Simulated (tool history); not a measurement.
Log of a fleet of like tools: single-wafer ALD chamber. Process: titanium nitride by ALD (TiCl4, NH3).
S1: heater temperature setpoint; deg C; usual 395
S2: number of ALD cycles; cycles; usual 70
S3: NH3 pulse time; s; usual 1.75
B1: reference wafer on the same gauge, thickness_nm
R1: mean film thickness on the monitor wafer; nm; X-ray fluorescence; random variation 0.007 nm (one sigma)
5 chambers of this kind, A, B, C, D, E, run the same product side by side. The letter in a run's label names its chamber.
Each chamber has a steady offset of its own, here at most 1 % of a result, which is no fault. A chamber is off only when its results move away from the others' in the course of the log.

run,hour,S1,S2,S3,B1,R1
1A,6.4,395,70,1.75,1.5775,1.5353
2C,11.6,395,70,1.75,1.5797,1.5171
3D,17.1,395,70,1.75,1.5797,1.5338
4E,24.8,395,70,1.75,1.5816,1.515
5B,34.5,395,70,1.75,1.5783,1.5454
6D,43.1,395,70,1.75,1.5807,1.5284
7C,50.9,395,70,1.75,1.5786,1.5229
8A,56.6,395,70,1.75,1.5803,1.5139
9B,67,395,70,1.75,1.579,1.5361
10E,76.8,387,70,1.75,1.5801,1.5192
11D,84.1,387,70,1.75,1.579,1.5224
12A,92.5,387,70,1.75,1.5801,1.5163
13E,98.8,387,70,1.75,1.5806,1.4999
14B,108.6,387,70,1.75,1.5788,1.5296
15C,118,395,70,1.75,1.5808,1.5145
16E,124,395,70,1.75,1.5789,1.5201
17A,129.5,395,70,1.75,1.5799,1.5345
18C,139.3,395,70,1.75,1.5808,1.5093
19B,146.4,395,70,1.54,1.5811,1.5374
20D,156.6,395,70,1.54,1.58,1.5295
21A,163.6,395,70,1.54,1.5786,1.5073
22B,170.6,395,70,1.54,1.5796,1.533
23C,175.5,395,70,1.54,1.5823,1.5155
24E,185.6,395,70,1.75,1.5816,1.5278
25D,196.3,407,60,1.75,1.5809,1.317
26B,206.6,407,60,1.75,1.578,1.329
27D,217.6,407,60,1.75,1.5804,1.3233
28C,228.7,407,60,1.75,1.5799,1.3222
29A,234.2,407,60,1.75,1.5797,1.2992
30E,240.3,395,70,1.75,1.5789,1.5253
31B,248.7,395,70,1.75,1.582,1.5381
32E,254.7,395,70,1.75,1.5802,1.5233
33C,263.2,395,70,1.75,1.5789,1.5357
34A,273,395,70,1.75,1.5803,1.5102
# hour 277.1: chamber C: thermocouple changed; heater temperature recalibrated
35D,281.1,395,70,1.75,1.5813,1.5259
36E,291.1,395,70,1.75,1.5814,1.5227
37D,296,395,70,1.75,1.5785,1.5399
38A,307.2,395,70,1.75,1.5824,1.5228
39B,315.2,395,70,1.75,1.579,1.5413
40C,324.7,395,70,1.75,1.5801,1.5242
41D,332.5,395,70,1.75,1.5817,1.523
42C,337.7,395,70,1.75,1.5811,1.5316
43B,346.9,395,70,1.75,1.5815,1.5436

What goes on in this fleet: one chamber off, a drifting gauge, or nothing beyond the chambers' own small offsets? Name the chamber and the cause, if any.

No chamber stands off beyond its own small offset, and the gauge holds steady.
